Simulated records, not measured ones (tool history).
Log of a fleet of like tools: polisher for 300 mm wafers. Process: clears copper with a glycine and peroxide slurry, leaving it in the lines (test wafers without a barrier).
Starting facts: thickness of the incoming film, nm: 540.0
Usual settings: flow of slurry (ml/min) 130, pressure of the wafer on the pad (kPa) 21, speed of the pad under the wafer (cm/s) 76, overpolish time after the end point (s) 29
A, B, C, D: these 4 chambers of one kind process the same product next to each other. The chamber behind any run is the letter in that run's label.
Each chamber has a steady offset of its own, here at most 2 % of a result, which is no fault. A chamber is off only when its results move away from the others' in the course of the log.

| run | hour | flow of slurry (ml/min) | pressure of the wafer on the pad (kPa) | speed of the pad under the wafer (cm/s) | overpolish time after the end point (s) | time until the end point was called (s) | dishing of a wide line in a test structure (angstrom) |
|---|---|---|---|---|---|---|---|
| 1B | 6.6 | 130 | 21 | 76 | 29 | 117.06 | 742.37 |
|  | 11.9 | chamber D: slurry nozzle cleaned |
| 2A | 15.1 | 130 | 21 | 76 | 29 | 117.55 | 745.72 |
| 3C | 25.7 | 130 | 21 | 76 | 29 | 120.44 | 706.68 |
| 4D | 34.9 | 130 | 21 | 76 | 29 | 120.93 | 742.97 |
| 5D | 43.1 | 130 | 21 | 76 | 15 | 117.08 | 459.77 |
|  | 45.8 | chamber A: worn pad replaced by a new one |
| 6A | 54.8 | 130 | 21 | 76 | 15 | 118.12 | 452.20 |
|  | 62.9 | chamber D: worn pad replaced by a new one |
| 7B | 65.8 | 130 | 21 | 76 | 15 | 121.64 | 451.06 |
| 8C | 73.1 | 130 | 21 | 76 | 15 | 118.16 | 440.63 |
| 9C | 86.7 | 130 | 21 | 76 | 29 | 119.03 | 725.34 |
| 10A | 93.3 | 130 | 21 | 76 | 29 | 118.27 | 752.28 |
| 11B | 103.0 | 130 | 21 | 76 | 29 | 118.94 | 737.78 |
| 12D | 109.6 | 130 | 21 | 76 | 29 | 116.76 | 749.27 |
| 13A | 120.3 | 130 | 21 | 76 | 29 | 118.31 | 732.44 |
|  | 120.7 | chamber A: worn pad replaced by a new one |
|  | 122.5 | chamber B: worn pad replaced by a new one |
| 14B | 132.8 | 130 | 21 | 76 | 29 | 115.70 | 734.54 |
| 15D | 143.8 | 130 | 21 | 76 | 29 | 118.38 | 743.28 |
| 16C | 157.0 | 160 | 21 | 76 | 20 | 117.68 | 555.63 |
| 17B | 165.9 | 160 | 21 | 76 | 20 | 112.41 | 575.43 |
| 18D | 175.9 | 160 | 21 | 76 | 20 | 114.95 | 593.75 |
|  | 181.7 | chamber C: slurry nozzle cleaned |
| 19A | 185.4 | 160 | 21 | 76 | 20 | 117.45 | 594.30 |
|  | 191.9 | chamber A: worn pad replaced by a new one |
| 20C | 197.1 | 130 | 21 | 76 | 29 | 122.48 | 688.37 |
|  | 201.8 | chamber A: slurry nozzle cleaned |
| 21B | 209.9 | 130 | 21 | 76 | 29 | 120.87 | 741.12 |
| 22C | 217.6 | 130 | 21 | 76 | 29 | 125.41 | 698.18 |
| 23A | 224.5 | 130 | 21 | 76 | 29 | 120.70 | 746.93 |
| 24D | 233.9 | 130 | 21 | 76 | 29 | 119.41 | 746.53 |
|  | 240.0 | chamber D: worn pad replaced by a new one |
| 25D | 248.7 | 130 | 21 | 76 | 29 | 119.70 | 743.16 |
|  | 259.8 | chamber A: worn pad replaced by a new one |
| 26A | 263.3 | 130 | 21 | 76 | 29 | 117.25 | 731.63 |
|  | 267.8 | chamber C: head pressure recalibrated |
| 27B | 272.6 | 130 | 21 | 76 | 29 | 116.52 | 722.60 |
|  | 277.9 | chamber B: worn pad replaced by a new one |
| 28C | 286.8 | 130 | 21 | 64 | 29 | 146.84 | 621.84 |
| 29C | 297.4 | 130 | 21 | 64 | 29 | 147.38 | 630.01 |
|  | 300.2 | chamber D: head pressure recalibrated |
| 30B | 309.8 | 130 | 21 | 64 | 29 | 132.18 | 680.25 |
| 31A | 324.3 | 130 | 21 | 64 | 29 | 135.02 | 685.12 |
|  | 325.0 | chamber A: worn pad replaced by a new one |
| 32D | 334.0 | 130 | 21 | 76 | 29 | 117.87 | 737.99 |
| 33C | 344.0 | 130 | 21 | 76 | 29 | 130.97 | 670.98 |
|  | 349.7 | chamber A: head pressure recalibrated |
| 34A | 350.9 | 130 | 21 | 76 | 21 | 118.19 | 583.44 |

All chambers now run identical settings, listed one chamber a line with results as question marks. What results will each chamber show?
| 35A | 361.7 | 130 | 21 | 52 | 29 | ? | ? |
| 35B | 361.7 | 130 | 21 | 52 | 29 | ? | ? |
| 35C | 361.7 | 130 | 21 | 52 | 29 | ? | ? |
| 35D | 361.7 | 130 | 21 | 52 | 29 | ? | ? |

| run | time until the end point was called (s) | dishing of a wide line in a test structure (angstrom) |
|---|---|---|
| 35A | 155.87 | 625.87 |
| 35B | 154.79 | 615.28 |
| 35C | 179.95 | 544.90 |
| 35D | 161.08 | 618.15 |
